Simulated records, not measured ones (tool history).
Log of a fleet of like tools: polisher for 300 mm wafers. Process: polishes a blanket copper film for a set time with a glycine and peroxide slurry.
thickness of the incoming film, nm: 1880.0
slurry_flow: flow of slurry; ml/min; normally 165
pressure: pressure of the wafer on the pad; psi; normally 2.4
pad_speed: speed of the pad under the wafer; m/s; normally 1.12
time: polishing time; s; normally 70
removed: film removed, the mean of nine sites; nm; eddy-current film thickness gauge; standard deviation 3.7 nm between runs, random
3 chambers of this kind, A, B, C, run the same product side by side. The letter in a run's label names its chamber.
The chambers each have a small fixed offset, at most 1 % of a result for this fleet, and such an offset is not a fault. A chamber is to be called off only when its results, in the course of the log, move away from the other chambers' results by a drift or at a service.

| run | hour | slurry_flow | pressure | pad_speed | time | removed |
|---|---|---|---|---|---|---|
| 1A | 4.9 | 165 | 2.4 | 1.12 | 70 | 328.98 |
|  | 6.6 | chamber B: worn pad replaced by a new one |
| 2C | 9.5 | 165 | 2.4 | 1.12 | 70 | 326.86 |
|  | 10.3 | chamber A: worn pad replaced by a new one |
| 3B | 18.5 | 165 | 2.4 | 1.12 | 70 | 327.99 |
| 4B | 24.4 | 165 | 2.4 | 1.12 | 70 | 327.82 |
| 5A | 28.9 | 165 | 2.4 | 1.12 | 70 | 329.28 |
|  | 29.1 | chamber C: slurry nozzle cleaned |
|  | 34 | chamber A: slurry nozzle cleaned |
|  | 35.6 | chamber C: head pressure recalibrated |
| 6C | 35.8 | 165 | 2.4 | 1.12 | 70 | 333.22 |
| 7C | 42.6 | 165 | 2.4 | 1.12 | 70 | 330.09 |
|  | 45.3 | chamber C: worn pad replaced by a new one |
| 8A | 49.6 | 165 | 2.4 | 1.12 | 70 | 331.08 |
| 9B | 58.9 | 165 | 2.4 | 1.12 | 70 | 332.3 |
| 10B | 67.1 | 165 | 2.4 | 1.12 | 70 | 325.13 |
| 11A | 72 | 165 | 2.4 | 1.12 | 70 | 332.54 |
|  | 74.4 | chamber B: worn pad replaced by a new one |
| 12C | 80.6 | 210 | 3.1 | 1.12 | 70 | 422.17 |
| 13B | 85.2 | 210 | 3.1 | 1.12 | 70 | 420.33 |
| 14A | 91.5 | 210 | 3.1 | 1.12 | 70 | 418.73 |
| 15C | 96.5 | 205 | 2.4 | 1.12 | 88 | 433.33 |
| 16B | 102.2 | 205 | 2.4 | 1.12 | 88 | 425.67 |
| 17C | 109.4 | 205 | 2.4 | 1.12 | 88 | 429.46 |
| 18A | 118.4 | 165 | 2.4 | 1.12 | 70 | 323.01 |
| 19A | 124.8 | 165 | 2.4 | 1.12 | 70 | 323.32 |
|  | 130.5 | chamber C: worn pad replaced by a new one |
| 20B | 133.5 | 165 | 2.4 | 1.12 | 70 | 327.94 |
|  | 134.1 | chamber A: worn pad replaced by a new one |
| 21C | 140.9 | 165 | 2.4 | 1.12 | 70 | 332.88 |
| 22B | 145.9 | 165 | 2.4 | 1.12 | 70 | 329.35 |
| 23A | 153.6 | 165 | 2.4 | 1.12 | 70 | 327.71 |

Is one chamber off against the others, does the gauge drift, or is nothing wrong? If a chamber is off, say which, and what the likeliest cause is.

Neither any chamber nor the gauge drifts; the chambers differ only by their own small, steady offsets.

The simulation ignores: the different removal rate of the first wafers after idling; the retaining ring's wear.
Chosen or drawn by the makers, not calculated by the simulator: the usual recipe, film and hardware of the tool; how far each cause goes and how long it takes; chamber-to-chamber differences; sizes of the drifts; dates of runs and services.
